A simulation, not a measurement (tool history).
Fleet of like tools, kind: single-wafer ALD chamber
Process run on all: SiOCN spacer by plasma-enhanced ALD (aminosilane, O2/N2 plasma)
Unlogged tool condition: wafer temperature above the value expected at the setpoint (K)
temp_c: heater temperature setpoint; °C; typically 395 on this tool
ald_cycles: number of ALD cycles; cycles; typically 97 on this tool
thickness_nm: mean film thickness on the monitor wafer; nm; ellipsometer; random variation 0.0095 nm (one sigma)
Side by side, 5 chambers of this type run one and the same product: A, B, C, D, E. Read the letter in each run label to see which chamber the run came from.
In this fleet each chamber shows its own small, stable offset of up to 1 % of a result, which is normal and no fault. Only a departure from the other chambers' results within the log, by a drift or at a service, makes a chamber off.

| run | hour | temp_c | ald_cycles | hours since the last thermocouple change | read-back reference wafer on the same gauge, thickness_nm | thickness_nm |
|---|---|---|---|---|---|---|
| 1D | 5.4 | 395 | 97 | 1199.2 | 5.3482 | 5.8057 |
| 2C | 8.5 | 395 | 97 | 2136.3 | 5.346 | 5.846 |
| 3B | 13.4 | 395 | 97 | 75.1 | 5.3466 | 5.8324 |
| 4E | 19.6 | 395 | 97 | 1190.6 | 5.346 | 5.8308 |
| 5A | 25.3 | 395 | 97 | 1038.2 | 5.3473 | 5.81 |
| 6C | 29.1 | 395 | 97 | 2156.9 | 5.3426 | 5.8343 |
| 7B | 32.9 | 395 | 97 | 94.6 | 5.342 | 5.8289 |
| 8A | 38.5 | 395 | 97 | 1051.4 | 5.3432 | 5.7932 |
| 9D | 42.2 | 395 | 97 | 1236 | 5.3411 | 5.8042 |
| 10E | 45.3 | 403 | 97 | 1216.3 | 5.341 | 5.6887 |
| 11C | 49.5 | 403 | 97 | 2177.3 | 5.3413 | 5.7014 |
| 12A | 54.3 | 403 | 97 | 1067.2 | 5.3382 | 5.7525 |
| 13D | 60.2 | 403 | 97 | 1254 | 5.3365 | 5.7623 |
| 14E | 63.6 | 403 | 97 | 1234.6 | 5.335 | 5.6883 |
| 15B | 66.7 | 389 | 87 | 128.4 | 5.3373 | 5.229 |
| 16C | 70.6 | 389 | 87 | 2198.4 | 5.3358 | 5.2441 |
| 17B | 74.3 | 389 | 87 | 136 | 5.3347 | 5.2134 |
| 18D | 79 | 389 | 87 | 1272.8 | 5.3335 | 5.2081 |
| 19E | 83.8 | 389 | 87 | 1254.8 | 5.3347 | 5.2471 |
| 20A | 89.5 | 395 | 97 | 1102.4 | 5.331 | 5.7705 |
| 21A | 93.2 | 395 | 97 | 1106.1 | 5.3309 | 5.7798 |
| 22B | 98.4 | 395 | 97 | 160.1 | 5.3309 | 5.8145 |
| 23D | 104.4 | 395 | 97 | 1298.2 | 5.3272 | 5.7971 |
| 24C | 109.3 | 395 | 97 | 2237.1 | 5.3273 | 5.8114 |
| 25E | 114.9 | 395 | 97 | 1285.9 | 5.3259 | 5.7942 |
| 26B | 117.7 | 395 | 97 | 179.4 | 5.3283 | 5.7982 |
| 27C | 123.4 | 395 | 97 | 2251.2 | 5.3246 | 5.8105 |
| 28D | 129.5 | 395 | 97 | 1323.3 | 5.3221 | 5.7962 |
|  | 129.9 | chamber D: thermocouple changed; heater temperature recalibrated |
| 29E | 133.3 | 395 | 97 | 1304.3 | 5.3223 | 5.804 |
| 30A | 139.3 | 395 | 97 | 1152.2 | 5.3224 | 5.7793 |
| 31E | 143.3 | 395 | 97 | 1314.3 | 5.3208 | 5.805 |
| 32C | 148.5 | 395 | 97 | 2276.3 | 5.3169 | 5.8144 |
| 33D | 151.5 | 395 | 97 | 21.6 | 5.3178 | 5.8071 |
| 34B | 157.4 | 395 | 97 | 219.1 | 5.3152 | 5.7761 |
| 35A | 161.8 | 395 | 97 | 1174.7 | 5.3151 | 5.7769 |
| 36B | 166.2 | 395 | 97 | 227.9 | 5.3156 | 5.7978 |

Read the log: is a single chamber off, either drifting away or since a service, is the gauge that measures every chamber drifting, or is nothing wrong beyond small per-chamber offsets? Name any odd chamber and what most likely caused it.

Every chamber seems to shift together because the gauge that measures them all drifts; the chambers themselves are fine.
What lies behind it: gauge reads low (%) = 0.666.

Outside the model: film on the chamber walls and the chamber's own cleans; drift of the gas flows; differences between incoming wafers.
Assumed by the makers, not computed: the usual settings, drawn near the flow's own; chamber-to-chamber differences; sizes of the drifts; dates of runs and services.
